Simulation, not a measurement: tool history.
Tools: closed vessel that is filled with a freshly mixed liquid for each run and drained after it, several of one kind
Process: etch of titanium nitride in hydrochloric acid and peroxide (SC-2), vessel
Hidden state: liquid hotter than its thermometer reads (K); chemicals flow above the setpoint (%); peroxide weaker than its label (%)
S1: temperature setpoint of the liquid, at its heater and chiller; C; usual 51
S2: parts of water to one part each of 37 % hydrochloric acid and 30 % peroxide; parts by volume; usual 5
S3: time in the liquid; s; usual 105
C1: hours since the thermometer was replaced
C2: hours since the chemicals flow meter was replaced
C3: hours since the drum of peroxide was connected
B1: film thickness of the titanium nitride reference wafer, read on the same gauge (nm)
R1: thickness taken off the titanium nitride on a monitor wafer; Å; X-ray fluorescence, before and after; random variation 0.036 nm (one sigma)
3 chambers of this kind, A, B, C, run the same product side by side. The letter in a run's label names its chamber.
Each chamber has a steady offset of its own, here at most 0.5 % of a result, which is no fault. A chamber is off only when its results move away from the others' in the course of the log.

run	day	S1	S2	S3	C1	C2	C3	B1	R1
1B	0.3	51	5	105	2232.7	750.4	219.1	79.995	41.575
2A	0.512	51	5	105	1084.9	243.5	240.2	79.98	41.813
3C	0.708	51	5	105	1901.3	141.5	161.7	80.028	42.665
4B	1.017	51	5	105	2249.9	767.6	236.3	79.997	41.757
5A	1.254	51	5	105	1102.7	261.3	258	80.024	42.065
6C	1.562	51	5	105	1921.8	162	182.2	79.997	42.577
7B	1.842	51	5	105	2269.7	787.4	256.1	80.039	41.813
# day 2.008: chamber C: thermometer replaced
8C	2.104	51	5	105	2.3	175	195.2	80.015	41.808
9A	2.329	51	5	105	1128.5	287.1	283.8	80.019	42.245
10A	2.604	46.5	5	105	1135.1	293.7	290.4	80.006	31.441
11C	2.846	46.5	5	105	20.1	192.8	213	79.999	31.018
12B	3.096	46.5	5	105	2299.8	817.5	286.2	80.032	31.007
13B	3.408	51	5	105	2307.3	825	293.7	79.974	42.241
14A	3.654	51	5	50	1160.3	318.9	315.6	80.004	20.899
15C	3.958	51	5	50	46.8	219.5	239.7	80.033	19.882
16B	4.175	51	5	50	2325.7	843.4	312.1	79.953	19.89
17A	4.379	51	5	105	1177.7	336.3	333	79.983	45.106
18C	4.579	51	5	105	61.7	234.4	254.6	79.973	41.948
19C	4.767	51	5	105	66.2	238.9	259.1	80.002	42.022
20B	4.962	51	5	105	2344.6	862.3	331	80.018	41.737
21A	5.204	51	5	105	1197.5	356.1	352.8	80.034	45.235
22B	5.496	51	5	105	2357.4	875.1	343.8	79.975	41.158
23C	5.758	51	5	105	90	262.7	282.9	79.965	41.843

What goes on in this fleet: one chamber off, a drifting gauge, or nothing beyond the chambers' own small offsets? Name the chamber and the cause, if any.

Chamber A drifts away from the others.
Cause: liquid hotter than its thermometer reads (K) = 1.4.
The log may not tell that from: chemicals flow above the setpoint (%).

Here are 4 candidates for chamber A's next run, each the usual settings with a change, their results left as question marks. Which one brings its results back in line with what the others give on the usual settings?
In line means no further than this from the other chambers' mean on the usual settings: R1 1.3 Å
24A-1	5.996	51	5	115					?
24A-2	5.996	50.5	5	100					?
24A-3	5.996	50.5	5	105					?
24A-4	5.996	51	5	110					?

The other chambers' mean on the usual settings: R1 41.826 Å
run	R1
24A-1	49.95
24A-2	42.029
24A-3	44.131
24A-4	47.779
24A-2 brings the chamber back in line.
